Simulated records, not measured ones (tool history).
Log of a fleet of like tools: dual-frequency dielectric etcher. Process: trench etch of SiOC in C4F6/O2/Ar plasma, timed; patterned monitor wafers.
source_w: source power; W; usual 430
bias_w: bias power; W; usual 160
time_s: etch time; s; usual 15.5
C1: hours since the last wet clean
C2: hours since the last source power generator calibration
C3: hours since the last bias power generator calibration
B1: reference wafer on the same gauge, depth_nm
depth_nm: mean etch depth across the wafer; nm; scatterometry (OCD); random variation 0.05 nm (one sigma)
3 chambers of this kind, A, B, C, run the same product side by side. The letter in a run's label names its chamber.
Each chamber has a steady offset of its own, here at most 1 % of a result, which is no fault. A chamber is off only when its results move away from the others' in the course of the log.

{"run": "1C", "day": 0.321, "source_w": 430, "bias_w": 160, "time_s": 15.5, "C1": 158.1, "C2": 2214.3, "C3": 1261.7, "B1": 31.41, "depth_nm": 32.152}
{"day": 0.338, "done": "chamber A: wet clean of the chamber"}
{"run": "2B", "day": 0.612, "source_w": 430, "bias_w": 160, "time_s": 15.5, "C1": 325, "C2": 135.8, "C3": 1816.6, "B1": 31.414, "depth_nm": 32.125}
{"run": "3A", "day": 1.167, "source_w": 430, "bias_w": 160, "time_s": 15.5, "C1": 19.9, "C2": 1864.8, "C3": 174.6, "B1": 31.418, "depth_nm": 31.954}
{"run": "4A", "day": 1.75, "source_w": 430, "bias_w": 160, "time_s": 15.5, "C1": 33.9, "C2": 1878.8, "C3": 188.6, "B1": 31.441, "depth_nm": 32.017}
{"day": 1.754, "done": "chamber B: wet clean of the chamber"}
{"run": "5C", "day": 2.154, "source_w": 430, "bias_w": 160, "time_s": 15.5, "C1": 202.1, "C2": 2258.3, "C3": 1305.7, "B1": 31.43, "depth_nm": 32.211}
{"run": "6B", "day": 2.492, "source_w": 430, "bias_w": 160, "time_s": 15.5, "C1": 17.7, "C2": 180.9, "C3": 1861.7, "B1": 31.434, "depth_nm": 32.139}
{"run": "7A", "day": 3.092, "source_w": 430, "bias_w": 160, "time_s": 15.5, "C1": 66.1, "C2": 1911, "C3": 220.8, "B1": 31.443, "depth_nm": 31.885}
{"run": "8C", "day": 3.538, "source_w": 430, "bias_w": 160, "time_s": 15.5, "C1": 235.3, "C2": 2291.5, "C3": 1338.9, "B1": 31.446, "depth_nm": 32.217}
{"run": "9B", "day": 3.875, "source_w": 430, "bias_w": 160, "time_s": 15.5, "C1": 50.9, "C2": 214.1, "C3": 1894.9, "B1": 31.439, "depth_nm": 32.17}
{"run": "10A", "day": 4.367, "source_w": 430, "bias_w": 180, "time_s": 15.5, "C1": 96.7, "C2": 1941.6, "C3": 251.4, "B1": 31.463, "depth_nm": 33.112}
{"run": "11B", "day": 4.662, "source_w": 430, "bias_w": 180, "time_s": 15.5, "C1": 69.8, "C2": 233, "C3": 1913.8, "B1": 31.468, "depth_nm": 33.285}
{"run": "12C", "day": 5.15, "source_w": 430, "bias_w": 180, "time_s": 15.5, "C1": 274, "C2": 2330.2, "C3": 1377.6, "B1": 31.468, "depth_nm": 33.315}
{"run": "13B", "day": 5.671, "source_w": 430, "bias_w": 160, "time_s": 15.5, "C1": 94, "C2": 257.2, "C3": 1938, "B1": 31.473, "depth_nm": 32.079}
{"run": "14C", "day": 5.933, "source_w": 430, "bias_w": 160, "time_s": 15.5, "C1": 292.8, "C2": 2349, "C3": 1396.4, "B1": 31.472, "depth_nm": 32.257}
{"run": "15A", "day": 6.312, "source_w": 430, "bias_w": 124, "time_s": 15.5, "C1": 143.4, "C2": 1988.3, "C3": 298.1, "B1": 31.5, "depth_nm": 29.692}
{"run": "16C", "day": 6.9, "source_w": 430, "bias_w": 124, "time_s": 15.5, "C1": 316, "C2": 2372.2, "C3": 1419.6, "B1": 31.489, "depth_nm": 29.833}
{"run": "17B", "day": 7.183, "source_w": 430, "bias_w": 124, "time_s": 15.5, "C1": 130.3, "C2": 293.5, "C3": 1974.3, "B1": 31.497, "depth_nm": 29.918}
{"run": "18A", "day": 7.467, "source_w": 430, "bias_w": 160, "time_s": 15.5, "C1": 171.1, "C2": 2016, "C3": 325.8, "B1": 31.492, "depth_nm": 31.939}
{"run": "19A", "day": 7.746, "source_w": 430, "bias_w": 160, "time_s": 15.5, "C1": 177.8, "C2": 2022.7, "C3": 332.5, "B1": 31.506, "depth_nm": 32.056}
{"run": "20B", "day": 8.162, "source_w": 430, "bias_w": 160, "time_s": 15.5, "C1": 153.8, "C2": 317, "C3": 1997.8, "B1": 31.522, "depth_nm": 32.233}
{"run": "21C", "day": 8.488, "source_w": 430, "bias_w": 160, "time_s": 15.5, "C1": 354.1, "C2": 2410.3, "C3": 1457.7, "B1": 31.509, "depth_nm": 32.297}
{"run": "22A", "day": 8.921, "source_w": 430, "bias_w": 160, "time_s": 15.5, "C1": 206, "C2": 2050.9, "C3": 360.7, "B1": 31.536, "depth_nm": 32.026}
{"run": "23C", "day": 9.346, "source_w": 430, "bias_w": 160, "time_s": 15.5, "C1": 374.7, "C2": 2430.9, "C3": 1478.3, "B1": 31.523, "depth_nm": 32.196}
{"run": "24B", "day": 9.812, "source_w": 430, "bias_w": 160, "time_s": 15.5, "C1": 193.4, "C2": 356.6, "C3": 2037.4, "B1": 31.522, "depth_nm": 32.186}
{"day": 10.012, "done": "chamber C: wet clean of the chamber"}
{"run": "25B", "day": 10.146, "source_w": 430, "bias_w": 160, "time_s": 15.5, "C1": 201.4, "C2": 364.6, "C3": 2045.4, "B1": 31.536, "depth_nm": 32.352}
{"run": "26A", "day": 10.571, "source_w": 430, "bias_w": 160, "time_s": 15.5, "C1": 245.6, "C2": 2090.5, "C3": 400.3, "B1": 31.54, "depth_nm": 32.113}
{"run": "27C", "day": 10.95, "source_w": 430, "bias_w": 160, "time_s": 18.5, "C1": 22.5, "C2": 2469.4, "C3": 1516.8, "B1": 31.565, "depth_nm": 38.587}
{"run": "28B", "day": 11.246, "source_w": 430, "bias_w": 160, "time_s": 18.5, "C1": 227.8, "C2": 391, "C3": 2071.8, "B1": 31.549, "depth_nm": 38.502}
{"run": "29C", "day": 11.571, "source_w": 430, "bias_w": 160, "time_s": 18.5, "C1": 37.4, "C2": 2484.3, "C3": 1531.7, "B1": 31.557, "depth_nm": 38.549}
{"run": "30A", "day": 12.092, "source_w": 430, "bias_w": 160, "time_s": 15.5, "C1": 282.1, "C2": 2127, "C3": 436.8, "B1": 31.557, "depth_nm": 32.137}
{"run": "31B", "day": 12.617, "source_w": 430, "bias_w": 160, "time_s": 15.5, "C1": 260.7, "C2": 423.9, "C3": 2104.7, "B1": 31.57, "depth_nm": 32.306}
{"run": "32C", "day": 12.95, "source_w": 430, "bias_w": 160, "time_s": 15.5, "C1": 70.5, "C2": 2517.4, "C3": 1564.8, "B1": 31.573, "depth_nm": 32.316}
{"run": "33A", "day": 13.517, "source_w": 430, "bias_w": 160, "time_s": 15.5, "C1": 316.3, "C2": 2161.2, "C3": 471, "B1": 31.593, "depth_nm": 32.033}
{"run": "34A", "day": 13.854, "source_w": 430, "bias_w": 160, "time_s": 15.5, "C1": 324.4, "C2": 2169.3, "C3": 479.1, "B1": 31.601, "depth_nm": 32.086}
{"run": "35C", "day": 14.158, "source_w": 430, "bias_w": 179, "time_s": 15.5, "C1": 99.5, "C2": 2546.4, "C3": 1593.8, "B1": 31.589, "depth_nm": 33.479}
{"run": "36B", "day": 14.683, "source_w": 430, "bias_w": 179, "time_s": 15.5, "C1": 310.3, "C2": 473.5, "C3": 2154.3, "B1": 31.586, "depth_nm": 33.445}

All 3 chambers run these settings next. Forecast each chamber's results:
{"run": "37A", "day": 15.117, "source_w": 430, "bias_w": 160, "time_s": 15.5, "depth_nm": "?"}
{"run": "37B", "day": 15.117, "source_w": 430, "bias_w": 160, "time_s": 15.5, "depth_nm": "?"}
{"run": "37C", "day": 15.117, "source_w": 430, "bias_w": 160, "time_s": 15.5, "depth_nm": "?"}

run=37A depth_nm=32.041
run=37B depth_nm=32.233
run=37C depth_nm=32.315
